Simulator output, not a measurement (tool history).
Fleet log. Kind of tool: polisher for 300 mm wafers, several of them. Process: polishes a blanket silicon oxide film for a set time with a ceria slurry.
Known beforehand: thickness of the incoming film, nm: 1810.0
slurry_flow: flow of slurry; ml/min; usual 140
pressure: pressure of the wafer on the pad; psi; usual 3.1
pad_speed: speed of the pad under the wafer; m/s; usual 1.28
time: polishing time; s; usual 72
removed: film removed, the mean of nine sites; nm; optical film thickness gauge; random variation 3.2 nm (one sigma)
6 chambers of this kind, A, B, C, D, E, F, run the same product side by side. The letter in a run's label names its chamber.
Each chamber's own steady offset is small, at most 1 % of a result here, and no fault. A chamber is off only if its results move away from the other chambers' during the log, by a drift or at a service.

run 1C hour=5.6 | slurry_flow=140 pressure=3.1 pad_speed=1.28 time=72 | removed=378.48
-- hour=6.6 chamber E: worn pad replaced by a new one
run 2F hour=10.4 | slurry_flow=140 pressure=3.1 pad_speed=1.28 time=72 | removed=381.79
run 3D hour=14.1 | slurry_flow=140 pressure=3.1 pad_speed=1.28 time=72 | removed=373.95
run 4E hour=16.6 | slurry_flow=140 pressure=3.1 pad_speed=1.28 time=72 | removed=379.85
-- hour=20.1 chamber D: worn pad replaced by a new one
run 5A hour=21.5 | slurry_flow=140 pressure=3.1 pad_speed=1.28 time=72 | removed=371.07
run 6B hour=24.1 | slurry_flow=140 pressure=3.1 pad_speed=1.28 time=72 | removed=380.52
-- hour=24.2 chamber E: slurry nozzle cleaned
run 7F hour=29.1 | slurry_flow=140 pressure=3.1 pad_speed=1.28 time=72 | removed=378.01
-- hour=31.5 chamber A: worn pad replaced by a new one
run 8C hour=33.0 | slurry_flow=140 pressure=3.1 pad_speed=1.28 time=72 | removed=383.72
-- hour=33.5 chamber F: worn pad replaced by a new one
run 9D hour=35.6 | slurry_flow=140 pressure=3.1 pad_speed=1.28 time=72 | removed=381.68
run 10E hour=39.5 | slurry_flow=140 pressure=3.1 pad_speed=1.62 time=93 | removed=614.98
run 11A hour=43.0 | slurry_flow=140 pressure=3.1 pad_speed=1.62 time=93 | removed=620.01
run 12B hour=45.8 | slurry_flow=140 pressure=3.1 pad_speed=1.62 time=93 | removed=621.64
run 13A hour=48.7 | slurry_flow=140 pressure=3.1 pad_speed=1.62 time=93 | removed=618.01
run 14B hour=51.9 | slurry_flow=140 pressure=3.1 pad_speed=1.62 time=93 | removed=620.59
run 15F hour=55.8 | slurry_flow=140 pressure=3.1 pad_speed=1.62 time=93 | removed=616.06
-- hour=56.8 chamber C: worn pad replaced by a new one
-- hour=59.4 chamber B: worn pad replaced by a new one
run 16C hour=61.4 | slurry_flow=140 pressure=3.1 pad_speed=1.28 time=72 | removed=365.87
run 17E hour=64.9 | slurry_flow=140 pressure=3.1 pad_speed=1.28 time=72 | removed=379.49
run 18D hour=68.0 | slurry_flow=140 pressure=3.1 pad_speed=1.28 time=72 | removed=374.82
-- hour=70.4 chamber E: worn pad replaced by a new one
run 19A hour=70.5 | slurry_flow=140 pressure=3.5 pad_speed=1.28 time=72 | removed=429.01
run 20F hour=74.6 | slurry_flow=140 pressure=3.5 pad_speed=1.28 time=72 | removed=432.79
run 21C hour=77.1 | slurry_flow=140 pressure=3.5 pad_speed=1.28 time=72 | removed=417.07
run 22B hour=80.7 | slurry_flow=140 pressure=3.5 pad_speed=1.28 time=72 | removed=423.75
-- hour=83.5 chamber D: worn pad replaced by a new one
run 23D hour=83.8 | slurry_flow=140 pressure=3.5 pad_speed=1.28 time=72 | removed=422.60
run 24E hour=88.9 | slurry_flow=140 pressure=3.5 pad_speed=1.28 time=72 | removed=432.29
run 25F hour=92.8 | slurry_flow=140 pressure=3.1 pad_speed=1.28 time=72 | removed=380.11
run 26A hour=97.1 | slurry_flow=140 pressure=3.1 pad_speed=1.28 time=72 | removed=383.50
-- hour=101.4 chamber F: worn pad replaced by a new one
run 27B hour=101.5 | slurry_flow=140 pressure=3.1 pad_speed=1.28 time=72 | removed=383.89
-- hour=103.2 chamber F: head pressure recalibrated
run 28D hour=104.7 | slurry_flow=140 pressure=3.1 pad_speed=1.28 time=72 | removed=380.74
-- hour=109.4 chamber A: worn pad replaced by a new one
run 29E hour=110.2 | slurry_flow=140 pressure=3.1 pad_speed=1.28 time=72 | removed=380.34
run 30C hour=115.1 | slurry_flow=140 pressure=3.1 pad_speed=1.28 time=72 | removed=363.46
run 31B hour=117.6 | slurry_flow=185 pressure=3.1 pad_speed=1.28 time=72 | removed=398.89
run 32A hour=121.4 | slurry_flow=185 pressure=3.1 pad_speed=1.28 time=72 | removed=397.73
run 33F hour=125.2 | slurry_flow=185 pressure=3.1 pad_speed=1.28 time=72 | removed=394.49
run 34E hour=130.1 | slurry_flow=185 pressure=3.1 pad_speed=1.28 time=72 | removed=394.65
-- hour=133.3 chamber E: worn pad replaced by a new one
run 35D hour=134.3 | slurry_flow=185 pressure=3.1 pad_speed=1.28 time=72 | removed=390.14
run 36C hour=137.5 | slurry_flow=185 pressure=3.1 pad_speed=1.28 time=72 | removed=378.76
run 37F hour=143.1 | slurry_flow=140 pressure=3.1 pad_speed=1.28 time=72 | removed=383.61
run 38B hour=146.3 | slurry_flow=140 pressure=3.1 pad_speed=1.28 time=72 | removed=383.22
-- hour=147.2 chamber C: worn pad replaced by a new one
run 39E hour=148.8 | slurry_flow=140 pressure=2.5 pad_speed=1.28 time=94 | removed=397.76
-- hour=153.0 chamber D: worn pad replaced by a new one
run 40C hour=153.2 | slurry_flow=140 pressure=2.5 pad_speed=1.28 time=94 | removed=368.45
run 41D hour=156.3 | slurry_flow=140 pressure=2.5 pad_speed=1.28 time=94 | removed=393.44

The same settings go to every chamber for the next run, one line per chamber below. Forecast the results for each:
run 42A hour=160.4 | slurry_flow=140 pressure=3.1 pad_speed=1.28 time=72 | removed=?
run 42B hour=160.4 | slurry_flow=140 pressure=3.1 pad_speed=1.28 time=72 | removed=?
run 42C hour=160.4 | slurry_flow=140 pressure=3.1 pad_speed=1.28 time=72 | removed=?
run 42D hour=160.4 | slurry_flow=140 pressure=3.1 pad_speed=1.28 time=72 | removed=?
run 42E hour=160.4 | slurry_flow=140 pressure=3.1 pad_speed=1.28 time=72 | removed=?
run 42F hour=160.4 | slurry_flow=140 pressure=3.1 pad_speed=1.28 time=72 | removed=?

run=42A removed=382.09
run=42B removed=371.68
run=42C removed=348.41
run=42D removed=375.11
run=42E removed=386.87
run=42F removed=376.05
